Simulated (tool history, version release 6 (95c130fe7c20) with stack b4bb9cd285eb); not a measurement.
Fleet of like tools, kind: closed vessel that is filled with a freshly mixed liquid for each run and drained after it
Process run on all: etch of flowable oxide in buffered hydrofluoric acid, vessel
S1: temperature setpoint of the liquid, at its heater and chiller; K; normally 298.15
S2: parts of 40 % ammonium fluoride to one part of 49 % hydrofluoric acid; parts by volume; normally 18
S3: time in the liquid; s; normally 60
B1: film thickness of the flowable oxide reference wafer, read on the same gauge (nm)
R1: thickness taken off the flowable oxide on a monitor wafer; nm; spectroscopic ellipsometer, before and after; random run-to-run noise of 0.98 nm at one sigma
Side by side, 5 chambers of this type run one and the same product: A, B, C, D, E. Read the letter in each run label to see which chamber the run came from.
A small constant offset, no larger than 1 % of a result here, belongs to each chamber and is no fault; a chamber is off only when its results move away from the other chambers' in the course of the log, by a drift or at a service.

{"run": "1A", "hour": 11.1, "S1": 298.15, "S2": 18, "S3": 60, "B1": 39.989, "R1": 111.36}
{"run": "2D", "hour": 25.0, "S1": 298.15, "S2": 18, "S3": 60, "B1": 39.997, "R1": 112.53}
{"run": "3B", "hour": 36.6, "S1": 298.15, "S2": 18, "S3": 60, "B1": 39.97, "R1": 113.01}
{"run": "4C", "hour": 48.6, "S1": 298.15, "S2": 18, "S3": 60, "B1": 40.024, "R1": 111.23}
{"run": "5E", "hour": 62.4, "S1": 298.15, "S2": 18, "S3": 60, "B1": 39.995, "R1": 112.2}
{"run": "6A", "hour": 72.4, "S1": 294.65, "S2": 23, "S3": 60, "B1": 39.96, "R1": 75.021}
{"run": "7E", "hour": 78.7, "S1": 294.65, "S2": 23, "S3": 60, "B1": 39.994, "R1": 75.189}
{"run": "8C", "hour": 86.9, "S1": 294.65, "S2": 23, "S3": 60, "B1": 40.031, "R1": 78.139}
{"run": "9B", "hour": 94.8, "S1": 294.65, "S2": 23, "S3": 60, "B1": 39.968, "R1": 76.701}
{"run": "10D", "hour": 108.9, "S1": 294.65, "S2": 23, "S3": 60, "B1": 39.992, "R1": 77.334}
{"run": "11B", "hour": 120.7, "S1": 298.15, "S2": 18, "S3": 60, "B1": 39.998, "R1": 112.36}
{"run": "12D", "hour": 128.3, "S1": 298.15, "S2": 18, "S3": 60, "B1": 40.023, "R1": 113.71}
{"run": "13E", "hour": 142.6, "S1": 298.15, "S2": 18, "S3": 60, "B1": 40.027, "R1": 112.07}
{"run": "14A", "hour": 157.0, "S1": 298.15, "S2": 18, "S3": 60, "B1": 40.009, "R1": 112.76}
{"run": "15C", "hour": 165.1, "S1": 298.15, "S2": 18, "S3": 60, "B1": 39.979, "R1": 116.78}
{"run": "16E", "hour": 176.7, "S1": 294.65, "S2": 14, "S3": 60, "B1": 39.991, "R1": 117.17}
{"hour": 184.6, "done": "chamber B: hydrofluoric acid flow meter replaced"}
{"run": "17B", "hour": 186.5, "S1": 294.65, "S2": 14, "S3": 60, "B1": 40.013, "R1": 120.4}
{"run": "18A", "hour": 196.1, "S1": 294.65, "S2": 14, "S3": 60, "B1": 40.021, "R1": 119.14}
{"hour": 208.1, "done": "chamber A: hydrofluoric acid flow meter replaced"}
{"run": "19D", "hour": 208.5, "S1": 294.65, "S2": 14, "S3": 60, "B1": 39.988, "R1": 117.53}
{"run": "20C", "hour": 219.1, "S1": 294.65, "S2": 14, "S3": 60, "B1": 40.006, "R1": 124.33}
{"run": "21E", "hour": 231.2, "S1": 298.15, "S2": 18, "S3": 60, "B1": 40.029, "R1": 112.68}
{"run": "22A", "hour": 241.6, "S1": 298.15, "S2": 18, "S3": 60, "B1": 40.016, "R1": 112.36}
{"run": "23C", "hour": 253.5, "S1": 298.15, "S2": 18, "S3": 60, "B1": 40.016, "R1": 120.44}
{"run": "24B", "hour": 267.9, "S1": 298.15, "S2": 18, "S3": 60, "B1": 40.023, "R1": 112.05}
{"run": "25D", "hour": 278.7, "S1": 298.15, "S2": 18, "S3": 60, "B1": 40.01, "R1": 113.12}
{"run": "26C", "hour": 291.6, "S1": 298.15, "S2": 18, "S3": 60, "B1": 40.003, "R1": 121.96}
{"hour": 300.7, "done": "chamber A: thermometer replaced"}
{"run": "27E", "hour": 303.3, "S1": 298.15, "S2": 18, "S3": 60, "B1": 40.005, "R1": 111.73}
{"run": "28B", "hour": 310.6, "S1": 298.15, "S2": 18, "S3": 60, "B1": 40.014, "R1": 111.91}
{"run": "29A", "hour": 324.1, "S1": 298.15, "S2": 18, "S3": 70, "B1": 39.998, "R1": 128.35}
{"run": "30D", "hour": 334.7, "S1": 298.15, "S2": 18, "S3": 70, "B1": 40.03, "R1": 131.55}
{"run": "31D", "hour": 345.7, "S1": 298.15, "S2": 18, "S3": 70, "B1": 39.992, "R1": 132.29}
{"run": "32B", "hour": 355.9, "S1": 298.15, "S2": 18, "S3": 70, "B1": 39.988, "R1": 132.62}

Next, all 5 chambers run the settings below, one line each with question marks for the results. What does each chamber give?
{"run": "33A", "hour": 366.4, "S1": 298.15, "S2": 18, "S3": 60, "R1": "?"}
{"run": "33B", "hour": 366.4, "S1": 298.15, "S2": 18, "S3": 60, "R1": "?"}
{"run": "33C", "hour": 366.4, "S1": 298.15, "S2": 18, "S3": 60, "R1": "?"}
{"run": "33D", "hour": 366.4, "S1": 298.15, "S2": 18, "S3": 60, "R1": "?"}
{"run": "33E", "hour": 366.4, "S1": 298.15, "S2": 18, "S3": 60, "R1": "?"}

run=33A R1=110.54
run=33B R1=112.4
run=33C R1=123.81
run=33D R1=115.02
run=33E R1=112.98

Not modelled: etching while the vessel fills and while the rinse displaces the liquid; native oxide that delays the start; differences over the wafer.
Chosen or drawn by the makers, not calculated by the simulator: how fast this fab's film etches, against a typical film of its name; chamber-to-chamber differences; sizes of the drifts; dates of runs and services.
